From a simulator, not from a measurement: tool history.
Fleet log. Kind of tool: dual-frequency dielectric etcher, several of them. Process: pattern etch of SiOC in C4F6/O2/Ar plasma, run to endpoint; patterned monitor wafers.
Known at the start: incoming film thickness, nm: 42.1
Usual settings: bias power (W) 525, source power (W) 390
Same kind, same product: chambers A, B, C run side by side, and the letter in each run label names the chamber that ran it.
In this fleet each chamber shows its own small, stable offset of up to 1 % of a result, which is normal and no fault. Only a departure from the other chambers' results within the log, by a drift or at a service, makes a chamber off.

| run | day | bias power (W) | source power (W) | hours since the last wet clean | hours since the last bias power generator calibration | hours since the last source power generator calibration | endpoint time (s) |
|---|---|---|---|---|---|---|---|
| 1C | 0.204 | 525 | 390 | 199.2 | 925.1 | 5217.3 | 14.139 |
| 2A | 0.467 | 525 | 390 | 27.2 | 1327.5 | 2602.5 | 13.938 |
| 3B | 0.788 | 525 | 390 | 241 | 2170.9 | 1028.9 | 14.006 |
| 4C | 0.942 | 525 | 390 | 216.9 | 942.8 | 5235 | 14.161 |
| 5A | 1.175 | 525 | 390 | 44.2 | 1344.5 | 2619.5 | 13.983 |
| 6B | 1.429 | 525 | 390 | 256.4 | 2186.3 | 1044.3 | 14.019 |
| 7A | 1.717 | 525 | 390 | 57.2 | 1357.5 | 2632.5 | 13.942 |
| 8C | 1.892 | 525 | 390 | 239.7 | 965.6 | 5257.8 | 14.161 |
| 9B | 2.125 | 525 | 390 | 273.1 | 2203 | 1061 | 14.081 |
| 10C | 2.35 | 525 | 390 | 250.7 | 976.6 | 5268.8 | 14.122 |
| 11A | 2.554 | 525 | 390 | 77.3 | 1377.6 | 2652.6 | 13.901 |
| 12B | 2.85 | 525 | 390 | 290.5 | 2220.4 | 1078.4 | 13.976 |
| 13A | 3.129 | 525 | 390 | 91.1 | 1391.4 | 2666.4 | 14.031 |
| 14C | 3.404 | 525 | 390 | 276 | 1001.9 | 5294.1 | 13.95 |
| 15B | 3.625 | 525 | 390 | 309.1 | 2239 | 1097 | 14.116 |
|  | 3.746 | chamber C: source power generator calibrated |
| 16C | 3.762 | 525 | 390 | 284.6 | 1010.5 | 0.4 | 13.924 |
| 17A | 3.946 | 525 | 390 | 110.7 | 1411 | 2686 | 13.833 |
| 18B | 4.1 | 616 | 390 | 320.5 | 2250.4 | 1108.4 | 13.244 |
| 19C | 4.283 | 616 | 390 | 297.1 | 1023 | 12.9 | 13.122 |
| 20B | 4.517 | 616 | 390 | 330.5 | 2260.4 | 1118.4 | 13.323 |
| 21A | 4.762 | 525 | 390 | 130.3 | 1430.6 | 2705.6 | 13.887 |
| 22C | 4.979 | 525 | 390 | 313.8 | 1039.7 | 29.6 | 13.924 |
| 23B | 5.125 | 525 | 390 | 345.1 | 2275 | 1133 | 14.042 |
| 24A | 5.438 | 525 | 390 | 146.5 | 1446.8 | 2721.8 | 13.974 |
| 25A | 5.679 | 525 | 390 | 152.3 | 1452.6 | 2727.6 | 13.973 |
| 26B | 5.867 | 525 | 390 | 362.9 | 2292.8 | 1150.8 | 14.086 |
| 27C | 6.033 | 525 | 390 | 339.1 | 1065 | 54.9 | 13.759 |
| 28A | 6.304 | 525 | 390 | 167.3 | 1467.6 | 2742.6 | 13.943 |
|  | 6.342 | chamber B: wet clean of the chamber |
| 29C | 6.562 | 613 | 440 | 351.8 | 1077.7 | 67.6 | 12.284 |
| 30B | 6.758 | 613 | 440 | 10.1 | 2314.2 | 1172.2 | 12.689 |

Read the log: is a single chamber off, either drifting away or since a service, is the gauge that measures every chamber drifting, or is nothing wrong beyond small per-chamber offsets? Name any odd chamber and what most likely caused it.

Chamber C drifts away from the others.
What lies behind it: etch rate over this chamber's usual, % = 3.98.

Chamber C could run next with any of the 4 candidate recipes listed below; each alters the usual settings, and their results appear as question marks. Which one brings its results back in line with what the other chambers deliver on the usual settings?
In line means no further than this from the other chambers' mean on the usual settings: endpoint time (s) 0.16
| 31C-1 | 6.988 | 525 | 420 |  |  |  | ? |
| 31C-2 | 6.988 | 595 | 390 |  |  |  | ? |
| 31C-3 | 6.988 | 525 | 360 |  |  |  | ? |
| 31C-4 | 6.988 | 525 | 340 |  |  |  | ? |

Average result of the remaining chambers running the usual settings: endpoint time (s) 14.011
| run | endpoint time (s) |
|---|---|
| 31C-1 | 13.252 |
| 31C-2 | 12.982 |
| 31C-3 | 14.033 |
| 31C-4 | 14.333 |
The answer is 31C-3, which returns the chamber to within the allowed miss of the others.

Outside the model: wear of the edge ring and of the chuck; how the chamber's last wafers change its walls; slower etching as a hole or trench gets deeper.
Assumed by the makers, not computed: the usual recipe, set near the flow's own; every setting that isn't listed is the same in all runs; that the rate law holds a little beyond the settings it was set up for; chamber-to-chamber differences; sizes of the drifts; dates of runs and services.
